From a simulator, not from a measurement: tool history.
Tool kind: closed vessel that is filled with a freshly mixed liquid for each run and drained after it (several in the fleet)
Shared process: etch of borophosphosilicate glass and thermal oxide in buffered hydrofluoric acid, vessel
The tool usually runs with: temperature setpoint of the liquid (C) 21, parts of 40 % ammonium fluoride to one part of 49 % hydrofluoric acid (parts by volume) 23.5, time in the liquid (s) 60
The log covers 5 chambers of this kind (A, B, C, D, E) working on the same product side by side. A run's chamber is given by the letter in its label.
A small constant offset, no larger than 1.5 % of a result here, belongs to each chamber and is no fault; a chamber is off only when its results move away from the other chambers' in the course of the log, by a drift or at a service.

run,day,temperature setpoint of the liquid (C),parts of 40 % ammonium fluoride to one part of 49 % hydrofluoric acid (parts by volume),time in the liquid (s),"read-back film thickness of the borophosphosilicate glass reference wafer, read on the same gauge (nm)","read-back film thickness of the thermal oxide reference wafer, read on the same gauge (nm)",thickness taken off the borophosphosilicate glass on a monitor wafer (angstrom),thickness taken off the thermal oxide on a monitor wafer (angstrom)
1C,0.2,21,23.5,60,139.99,130.03,451.42,257.28
2A,0.408,21,23.5,60,139.98,130.04,445.67,258.06
3B,0.554,21,23.5,60,140,130.01,439.91,258.11
4E,0.683,21,23.5,60,140,130.06,450.64,253.58
5D,0.917,21,23.5,60,140.01,129.94,452.79,257.3
6A,1.071,21,23.5,60,139.98,129.99,448.55,259.72
7E,1.271,21,23.5,60,140,130.02,444.5,254.37
8B,1.496,21,23.5,60,140.03,129.97,441.51,258.09
9D,1.688,21,23.5,60,140,129.99,451.44,261.79
10C,1.9,21,23.5,60,140.01,130.02,453.01,260.28
11B,2.1,21,17.5,60,139.98,130,562.16,327.53
12C,2.283,21,17.5,60,140,129.99,571.35,329.92
13E,2.396,21,17.5,60,140.01,130.01,580,323.57
14A,2.521,21,17.5,60,140,130.05,576.28,327.2
15D,2.658,21,17.5,60,140.05,130,572.44,330.39
16D,2.879,21,23.5,60,140.01,130,452.75,259.84
17C,3.088,21,23.5,60,140.01,129.99,444.02,257.53
18A,3.246,21,23.5,60,140.01,129.97,446.37,257.49
19E,3.421,21,23.5,60,140.01,130,448.47,252.43
20B,3.55,24,23.5,90,140,130,786.54,456.69
21D,3.712,24,23.5,90,139.98,129.99,798.2,457.01
22A,3.896,24,23.5,90,140.01,129.99,799.55,459.86
23E,4.142,24,23.5,90,140,130.02,786.15,451.54
24B,4.288,24,23.5,90,140.01,130.03,792.41,455.31
25C,4.471,21,23.5,60,140.01,130.05,452.32,258.88
26A,4.721,21,19,75,139.96,129.98,662.79,378.05
27D,4.938,21,19,75,139.99,130.01,671.68,381.72
28E,5.167,21,19,75,139.97,130,665.06,374.93
29C,5.279,21,19,75,139.97,130.07,666.29,377.69
30B,5.392,21,19,75,139.98,130.04,652.09,380.06
31D,5.525,21,23.5,60,140.02,130,445.95,258.45
32E,5.658,21,23.5,60,140,129.97,445.39,254.55
33B,5.817,21,23.5,60,140.01,130.05,442.57,256.5

Predict what each chamber gives when all 5 of them run the settings below next.
34A,5.996,21,23.5,60,,,?,?
34B,5.996,21,23.5,60,,,?,?
34C,5.996,21,23.5,60,,,?,?
34D,5.996,21,23.5,60,,,?,?
34E,5.996,21,23.5,60,,,?,?

run,thickness taken off the borophosphosilicate glass on a monitor wafer (angstrom),thickness taken off the thermal oxide on a monitor wafer (angstrom)
34A,445.41,259.07
34B,445.81,259.52
34C,449.31,257.37
34D,454.99,259.56
34E,453.35,255.28
